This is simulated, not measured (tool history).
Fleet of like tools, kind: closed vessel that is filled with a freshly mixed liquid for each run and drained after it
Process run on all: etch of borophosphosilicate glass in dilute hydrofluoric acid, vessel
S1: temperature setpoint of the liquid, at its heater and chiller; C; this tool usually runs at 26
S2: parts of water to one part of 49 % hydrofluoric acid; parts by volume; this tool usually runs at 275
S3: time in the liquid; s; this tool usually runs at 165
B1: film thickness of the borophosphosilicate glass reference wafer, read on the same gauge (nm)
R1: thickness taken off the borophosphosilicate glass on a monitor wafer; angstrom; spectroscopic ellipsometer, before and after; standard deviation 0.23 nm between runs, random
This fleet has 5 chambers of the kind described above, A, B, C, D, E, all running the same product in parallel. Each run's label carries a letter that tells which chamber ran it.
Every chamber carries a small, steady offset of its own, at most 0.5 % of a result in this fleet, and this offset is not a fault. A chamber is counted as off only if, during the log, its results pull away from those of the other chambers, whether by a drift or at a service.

run,day,S1,S2,S3,B1,R1
1E,0.529,26,275,165,79.985,280.44
2A,1.012,26,275,165,79.978,278.84
3C,1.396,26,275,165,79.997,275.52
4D,1.825,26,275,165,79.982,278.13
5B,2.121,26,275,165,80.022,275.79
6A,2.696,26,230,130,79.992,278.97
7D,3.292,26,230,130,79.993,276.89
8B,3.742,26,230,130,80.024,276.19
9C,4.167,26,230,130,79.994,274
10E,4.554,26,230,130,80.008,275.06
11D,5.142,26,275,165,79.994,275.17
12C,5.638,26,275,165,80.026,279.73
13B,6.067,26,275,165,80.002,279.32
14E,6.346,26,275,165,79.967,279.58
# day 6.6: chamber E: hydrofluoric acid flow meter replaced
15A,6.708,26,275,165,79.997,280.69
# day 6.829: chamber D: thermometer replaced
16D,7.033,26,275,165,80.015,272.73
17B,7.521,26,275,165,80.049,278.46
18A,7.933,26,275,165,79.989,280.03
19C,8.258,26,275,165,80.022,280.7
20E,8.712,22,275,250,80.014,365.88
21C,9.212,22,275,250,80.017,358.58
22D,9.804,22,275,250,79.997,358.69
23E,10.129,22,275,250,79.953,364.7
24B,10.696,22,275,250,80.022,365.57
25A,11.279,21,275,210,79.981,296.37
26D,11.879,21,275,210,80.044,285.87
27C,12.292,21,275,210,80.015,291.61
28E,12.621,21,275,210,79.958,299.3
29B,12.888,21,275,210,80.007,292.3
30A,13.258,26,275,165,80.004,279.55
# day 13.667: chamber A: thermometer replaced
31B,13.708,26,275,165,79.981,275.22
32D,14.183,26,275,165,79.967,262.89
33A,14.662,26,275,165,79.963,278.87
34E,15.029,26,275,165,79.991,282.49
35C,15.604,26,275,165,79.999,274.85
36B,15.979,26,275,165,80.014,276.86
37A,16.488,22,390,165,79.992,152.76
38C,17.021,22,390,165,80.001,153.49
39E,17.458,22,390,165,80.013,151.23
40D,17.933,22,390,165,80.012,140.43
41B,18.479,22,390,165,80.005,151.46
42D,18.838,26,275,165,79.984,257.87
43E,19.338,26,275,165,79.984,275.61
44C,19.754,26,275,165,79.972,273.85

One chamber off, gauge drift, or nothing amiss beyond the chambers' own small offsets? If it is a chamber, which one, and what is the likeliest cause?

One chamber, D, drifts off from the rest bit by bit.
Most likely cause: hydrofluoric acid flow below the setpoint (%) = 7.31.

Which of the 4 candidates below, each the usual settings with something changed and its results left as question marks, puts chamber D back in line with what the other chambers give on the usual settings?
A result is in line if it is within this distance of the other chambers' mean on the usual settings: R1 7.9 angstrom
45D-1,20.196,26,275,150,,?
45D-2,20.196,28.5,275,165,,?
45D-3,20.196,26,275,170,,?
45D-4,20.196,25,275,165,,?

Average result of the remaining chambers running the usual settings: R1 277.34 angstrom
run,R1
45D-1,230.66
45D-2,275.64
45D-3,261.41
45D-4,245.29
45D-2 is the one that brings the chamber's results back in line with the other chambers.
